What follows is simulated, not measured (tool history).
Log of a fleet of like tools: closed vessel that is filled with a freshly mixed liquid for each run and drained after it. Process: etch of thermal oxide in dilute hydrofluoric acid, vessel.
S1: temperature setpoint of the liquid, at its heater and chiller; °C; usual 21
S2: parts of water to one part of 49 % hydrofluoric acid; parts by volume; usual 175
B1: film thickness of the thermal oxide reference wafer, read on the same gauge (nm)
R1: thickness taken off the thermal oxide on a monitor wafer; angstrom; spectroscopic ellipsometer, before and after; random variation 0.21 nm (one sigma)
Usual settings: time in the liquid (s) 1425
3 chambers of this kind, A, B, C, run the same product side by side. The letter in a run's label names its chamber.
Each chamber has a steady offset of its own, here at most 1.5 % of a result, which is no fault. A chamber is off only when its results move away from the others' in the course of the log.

Run 1B, hour 2.8: usual settings; B1 110.02. Result: R1 332.85 angstrom.
Run 2C, hour 7.1: usual settings; B1 110.02. Result: R1 332.29 angstrom.
Run 3A, hour 10: usual settings; B1 110.01. Result: R1 334.45 angstrom.
Run 4B, hour 15: usual settings; B1 110.02. Result: R1 332.26 angstrom.
Run 5A, hour 17.7: usual settings but S1 17.5 °C, S2 135 parts by volume; B1 110. Result: R1 393 angstrom.
Run 6C, hour 21: usual settings but S1 17.5 °C, S2 135 parts by volume; B1 110.02. Result: R1 390.45 angstrom.
Run 7A, hour 25.6: usual settings but S1 17.5 °C, S2 135 parts by volume; B1 110. Result: R1 388.64 angstrom.
Run 8B, hour 29.6: usual settings; B1 110.01. Result: R1 334.64 angstrom.
Run 9C, hour 32.9: usual settings; B1 109.99. Result: R1 328.9 angstrom.
Run 10A, hour 36.4: usual settings; B1 110. Result: R1 328.23 angstrom.
Run 11C, hour 41.4: usual settings; B1 109.99. Result: R1 330.93 angstrom.
At hour 43.5: chamber C: hydrofluoric acid flow meter replaced.
Run 12B, hour 44.6: usual settings; B1 110.01. Result: R1 337.38 angstrom.
Run 13A, hour 49.9: usual settings; B1 109.96. Result: R1 325.39 angstrom.
Run 14B, hour 54.9: usual settings; B1 110.01. Result: R1 336.67 angstrom.
Run 15C, hour 58.8: usual settings; B1 110. Result: R1 330.44 angstrom.
Run 16C, hour 63.5: usual settings but S2 235 parts by volume, time in the liquid (s) 1795; B1 109.99. Result: R1 293.7 angstrom.
Run 17A, hour 68.8: usual settings but S2 235 parts by volume, time in the liquid (s) 1795; B1 110.01. Result: R1 279.6 angstrom.
Run 18B, hour 73.4: usual settings but S2 235 parts by volume, time in the liquid (s) 1795; B1 110.01. Result: R1 295.1 angstrom.
Run 19A, hour 78.6: usual settings; B1 110.01. Result: R1 304.38 angstrom.
Run 20B, hour 82.4: usual settings but S1 18 °C, time in the liquid (s) 2060; B1 109.99. Result: R1 427.9 angstrom.
Run 21C, hour 85.3: usual settings but S1 18 °C, time in the liquid (s) 2060; B1 110. Result: R1 431.25 angstrom.

Is one chamber off against the others, does the gauge drift, or is nothing wrong? If a chamber is off, say which, and what the likeliest cause is.

Chamber A drifts away from the others.
Cause: hydrofluoric acid flow below the setpoint (%) = 6.79.
The log may not tell that from: liquid colder than its thermometer reads (K).

Here are 4 candidates for chamber A's next run, each the usual settings with a change, their results left as question marks. Which one brings its results back in line with what the others give on the usual settings?
In line means no further than this from the other chambers' mean on the usual settings: R1 7.5 angstrom
Run 22A-1, hour 89.4: usual settings but S2 185 parts by volume, time in the liquid (s) 1315. Result: R1 ?.
Run 22A-2, hour 89.4: usual settings but time in the liquid (s) 1545. Result: R1 ?.
Run 22A-3, hour 89.4: usual settings but S2 165 parts by volume, time in the liquid (s) 1540. Result: R1 ?.
Run 22A-4, hour 89.4: usual settings but S2 180 parts by volume, time in the liquid (s) 1360. Result: R1 ?.

The other chambers' mean on the usual settings: R1 333.19 angstrom
  run      R1
22A-1  264.07
22A-2  331.25
22A-3  353.69
22A-4  282.08
22A-2 brings the chamber back in line.

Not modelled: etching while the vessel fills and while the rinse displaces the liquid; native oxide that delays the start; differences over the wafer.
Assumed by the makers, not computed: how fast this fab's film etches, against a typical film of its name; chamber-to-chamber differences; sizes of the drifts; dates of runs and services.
